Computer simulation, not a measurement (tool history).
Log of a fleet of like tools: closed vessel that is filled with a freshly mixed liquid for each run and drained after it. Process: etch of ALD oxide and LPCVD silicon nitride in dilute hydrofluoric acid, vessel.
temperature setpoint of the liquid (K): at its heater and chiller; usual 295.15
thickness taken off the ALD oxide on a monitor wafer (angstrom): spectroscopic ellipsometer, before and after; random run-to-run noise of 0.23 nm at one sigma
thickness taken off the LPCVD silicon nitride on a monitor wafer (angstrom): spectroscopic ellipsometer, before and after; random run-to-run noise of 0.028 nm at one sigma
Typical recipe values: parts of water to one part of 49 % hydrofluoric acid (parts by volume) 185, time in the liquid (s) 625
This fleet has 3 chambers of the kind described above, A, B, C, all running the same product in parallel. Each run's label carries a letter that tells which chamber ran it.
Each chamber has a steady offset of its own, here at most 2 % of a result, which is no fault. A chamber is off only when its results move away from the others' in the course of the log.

run   hour  temperature setpoint of the liquid (K)  parts of water to one part of 49 % hydrofluoric acid (parts by volume)  time in the liquid (s)  hours since the thermometer was replaced  hours since the hydrofluoric acid flow meter was replaced  read-back film thickness of the ALD oxide reference wafer, read on the same gauge (nm)  read-back film thickness of the LPCVD silicon nitride reference wafer, read on the same gauge (nm)  thickness taken off the ALD oxide on a monitor wafer (angstrom)  thickness taken off the LPCVD silicon nitride on a monitor wafer (angstrom)
 1C   10.8                                  295.15                                                                     185                     625                                    1160.6                                                      762.5                                                                                  60.015                                                                                              39.978                                                           301.84                                                                       14.128
 2A   27.1                                  295.15                                                                     185                     625                                     499.5                                                     1592.1                                                                                  59.998                                                                                              39.964                                                           303.89                                                                       15.113
 3B     39                                  295.15                                                                     185                     625                                      1024                                                      773.2                                                                                  60.029                                                                                              40.005                                                           304.61                                                                       14.138
 4C   49.4                                  295.15                                                                     185                     625                                    1199.2                                                      801.1                                                                                  60.002                                                                                              39.996                                                           301.15                                                                       14.226
 5A   64.3                                  295.15                                                                     185                     625                                     536.7                                                     1629.3                                                                                  59.981                                                                                              40.027                                                           302.42                                                                       14.632
 6B     74                                  295.15                                                                     185                     625                                      1059                                                      808.2                                                                                  59.982                                                                                              40.025                                                           306.52                                                                       14.888
      77.6  -- chamber B: hydrofluoric acid flow meter replaced
 7C   85.9                                  295.15                                                                     185                     625                                    1235.7                                                      837.6                                                                                  60.013                                                                                               40.02                                                           301.99                                                                       14.322
 8B  102.2                                  295.15                                                                     185                     625                                    1087.2                                                       24.7                                                                                  60.015                                                                                              39.999                                                           304.62                                                                       14.323
 9A  114.5                                  295.15                                                                     185                     625                                     586.9                                                     1679.5                                                                                  59.991                                                                                              40.009                                                           305.93                                                                       14.324
10C  123.3                                  295.15                                                                     185                     625                                    1273.1                                                        875                                                                                  59.969                                                                                              39.993                                                           301.42                                                                       14.407
11A    137                                  295.15                                                                     185                     625                                     609.4                                                       1702                                                                                  60.009                                                                                              39.982                                                            301.6                                                                       14.608
12B  146.1                                  295.15                                                                     185                     625                                    1131.1                                                       68.6                                                                                   59.99                                                                                              40.013                                                           300.66                                                                       14.548
13B  159.4                                  295.15                                                                     185                     625                                    1144.4                                                       81.9                                                                                  59.998                                                                                              40.019                                                           303.88                                                                       14.645
14A  167.9                                  295.15                                                                     185                     625                                     640.3                                                     1732.9                                                                                   60.03                                                                                              39.979                                                           306.75                                                                        14.77
15C  180.6                                  295.15                                                                     185                     625                                    1330.4                                                      932.3                                                                                  59.988                                                                                              40.039                                                           297.41                                                                       14.123
16B  195.9                                  295.15                                                                     185                     625                                    1180.9                                                      118.4                                                                                  60.011                                                                                              39.994                                                            307.9                                                                       14.623
17C  206.3                                  295.15                                                                     185                     625                                    1356.1                                                        958                                                                                  59.987                                                                                              39.988                                                           301.13                                                                       14.707
18A  213.8                                  295.15                                                                     185                     625                                     686.2                                                     1778.8                                                                                  60.001                                                                                               40.02                                                           302.13                                                                       14.161
19B  229.7                                  295.15                                                                     185                     625                                    1214.7                                                      152.2                                                                                  60.006                                                                                              39.979                                                           308.68                                                                       14.429
20C    246                                  295.15                                                                     185                     625                                    1395.8                                                      997.7                                                                                  59.996                                                                                              39.995                                                           296.48                                                                       14.328
       254  -- chamber A: hydrofluoric acid flow meter replaced
21A  262.1                                  295.15                                                                     185                     885                                     734.5                                                        8.2                                                                                  59.992                                                                                              40.024                                                           432.86                                                                       20.825
22A    270                                  295.15                                                                     185                     885                                     742.4                                                       16.1                                                                                  60.005                                                                                              39.999                                                           429.69                                                                       19.812
23C  277.2                                  295.15                                                                     185                     885                                      1427                                                     1028.9                                                                                   59.99                                                                                              40.003                                                           427.12                                                                       20.345
     281.7  -- chamber C: thermometer replaced
24B  291.5                                  295.15                                                                     100                     755                                    1276.5                                                        214                                                                                  60.002                                                                                              40.015                                                           773.62                                                                       33.244
25B    302                                  295.15                                                                     100                     755                                      1287                                                      224.5                                                                                   59.99                                                                                              40.019                                                           783.47                                                                       32.647
26A  312.7                                  295.15                                                                     100                     755                                     785.1                                                       58.8                                                                                  60.007                                                                                              40.025                                                           764.38                                                                       31.951
     321.5  -- chamber C: hydrofluoric acid flow meter replaced
27C  324.5                                  295.15                                                                     185                     625                                      42.9                                                          3                                                                                  59.997                                                                                              40.031                                                           296.75                                                                       14.583
28B  333.3                                  295.15                                                                     185                     625                                    1318.3                                                      255.8                                                                                  60.015                                                                                              39.965                                                           319.21                                                                       15.671
29A  345.7                                  300.15                                                                     185                     625                                     818.1                                                       91.8                                                                                  59.989                                                                                              40.007                                                           358.76                                                                       20.022
30C  355.7                                  300.15                                                                     185                     625                                      74.1                                                       34.2                                                                                  60.025                                                                                              40.011                                                           357.15                                                                       19.224
31A  370.5                                  300.15                                                                     185                     625                                     842.9                                                      116.6                                                                                  59.986                                                                                              40.014                                                           357.63                                                                       19.606
32C  383.8                                  295.15                                                                     185                     625                                     102.2                                                       62.3                                                                                   59.97                                                                                              40.005                                                            298.6                                                                       13.895
33B  394.3                                  295.15                                                                     185                     625                                    1379.3                                                      316.8                                                                                  60.001                                                                                              40.023                                                           321.97                                                                       15.413
34B  406.5                                  295.15                                                                     185                     625                                    1391.5                                                        329                                                                                  59.974                                                                                              39.972                                                           315.54                                                                       15.997
35C  413.7                                  295.15                                                                     185                     625                                     132.1                                                       92.2                                                                                  60.004                                                                                              40.016                                                           297.53                                                                       14.084
36A  422.1                                  295.15                                                                     255                     455                                     894.5                                                      168.2                                                                                  59.988                                                                                              40.003                                                           147.87                                                                       7.3434
37C  434.7                                  295.15                                                                     255                     455                                     153.1                                                      113.2                                                                                  60.024                                                                                               40.02                                                           147.22                                                                       7.6097
38A  441.9                                  295.15                                                                     255                     455                                     914.3                                                        188                                                                                  60.031                                                                                              39.994                                                           148.08                                                                       7.7702

All 3 chambers run these settings next. Forecast each chamber's results:
39A  453.7                                  290.65                                                                     185                     625                                                                                                                                                                                                                                                                                                                                                                 ?                                                                            ?
39B  453.7                                  290.65                                                                     185                     625                                                                                                                                                                                                                                                                                                                                                                 ?                                                                            ?
39C  453.7                                  290.65                                                                     185                     625                                                                                                                                                                                                                                                                                                                                                                 ?                                                                            ?

run  thickness taken off the ALD oxide on a monitor wafer (angstrom)  thickness taken off the LPCVD silicon nitride on a monitor wafer (angstrom)
39A                                                           255.89                                                                        10.73
39B                                                            270.2                                                                        11.61
39C                                                           249.36                                                                        10.65
